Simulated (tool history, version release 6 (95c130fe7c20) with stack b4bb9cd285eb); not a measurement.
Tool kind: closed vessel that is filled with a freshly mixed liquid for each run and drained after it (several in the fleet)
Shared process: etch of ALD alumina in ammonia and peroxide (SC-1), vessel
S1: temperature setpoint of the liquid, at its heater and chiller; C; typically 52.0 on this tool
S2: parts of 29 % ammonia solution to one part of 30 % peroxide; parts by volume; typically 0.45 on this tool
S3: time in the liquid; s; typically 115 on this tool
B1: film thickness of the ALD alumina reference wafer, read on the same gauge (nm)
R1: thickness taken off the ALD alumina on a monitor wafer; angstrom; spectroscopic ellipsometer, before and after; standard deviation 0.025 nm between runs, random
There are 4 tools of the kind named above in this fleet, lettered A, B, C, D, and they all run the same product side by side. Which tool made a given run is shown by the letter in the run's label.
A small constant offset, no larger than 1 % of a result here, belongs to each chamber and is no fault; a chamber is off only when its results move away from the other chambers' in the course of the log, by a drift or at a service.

run	day	S1	S2	S3	B1	R1
1B	0.104	52.0	0.45	115	110.00	77.572
2A	0.196	52.0	0.45	115	110.00	78.807
3C	0.367	52.0	0.45	115	109.99	78.569
# day 0.433: chamber A: thermometer replaced
4D	0.504	52.0	0.45	115	110.00	79.156
5C	0.675	52.0	0.45	115	110.01	78.390
6B	0.750	52.0	0.45	115	109.98	77.566
7D	0.896	59.5	0.55	115	109.99	121.240
8A	1.062	59.5	0.55	115	109.98	119.130
# day 1.133: chamber C: ammonia flow meter replaced
9B	1.192	59.5	0.55	115	109.99	116.640
# day 1.217: chamber C: new drum of ammonia solution connected
10C	1.333	59.5	0.55	115	110.01	118.750
11D	1.504	52.0	0.45	115	110.01	79.141
12A	1.617	52.0	0.45	115	109.98	78.999
13B	1.746	52.0	0.45	155	109.99	104.720
14D	1.883	52.0	0.45	155	110.01	106.920
15A	2.012	52.0	0.45	155	110.01	105.950
16C	2.121	52.0	0.45	155	110.02	106.340
17C	2.300	52.0	0.45	115	109.98	78.026
18B	2.475	52.0	0.45	115	109.99	77.592
19D	2.554	52.0	0.45	115	109.98	78.862
20A	2.654	52.0	0.45	115	110.02	78.534
21D	2.792	46.0	0.45	115	110.02	56.713
22B	2.958	46.0	0.45	115	109.99	55.980
23C	3.083	46.0	0.45	115	110.01	55.484
24A	3.242	46.0	0.45	115	109.99	56.457
25A	3.325	52.0	0.45	115	109.98	79.168
26C	3.471	52.0	0.45	115	109.98	76.770
27B	3.562	52.0	0.45	115	110.02	77.397
28D	3.662	52.0	0.45	115	110.04	79.200
29B	3.754	52.0	0.30	115	109.99	75.350
30A	3.842	52.0	0.30	115	109.99	75.644
31C	4.008	52.0	0.30	115	110.01	73.172
32D	4.108	52.0	0.30	115	110.00	76.001
33C	4.250	52.0	0.45	115	110.01	76.110
34A	4.346	52.0	0.45	115	109.99	78.540
35B	4.496	52.0	0.45	115	110.01	77.289
36D	4.600	52.0	0.45	115	109.98	79.465
37A	4.692	52.0	0.45	115	110.01	78.399
38D	4.821	52.0	0.45	115	109.99	78.700
39C	4.954	52.0	0.45	115	110.02	75.279
40B	5.042	52.0	0.45	115	110.03	77.506
41B	5.154	52.0	0.45	115	110.00	77.767

Is one chamber off against the others, does the gauge drift, or is nothing wrong? If a chamber is off, say which, and what the likeliest cause is.

It is chamber C that slowly wanders off from its peers.
What lies behind it: liquid colder than its thermometer reads (K) = 0.856.

Chamber C could run next with any of the 4 candidate recipes listed below; each alters the usual settings, and their results appear as question marks. Which one brings its results back in line with what the other chambers deliver on the usual settings?
To be in line, a result may differ from the other chambers' mean on the usual settings by at most: R1 0.860 angstrom
42C-1	5.283	52.0	0.60	115		?
42C-2	5.283	52.0	0.45	110		?
42C-3	5.283	52.0	0.75	115		?
42C-4	5.283	51.5	0.45	115		?

The mean the other chambers reach with the usual settings: R1 78.439 angstrom
run	R1
42C-1	76.754
42C-2	71.450
42C-3	78.390
42C-4	72.683
42C-3 brings the chamber back in line.
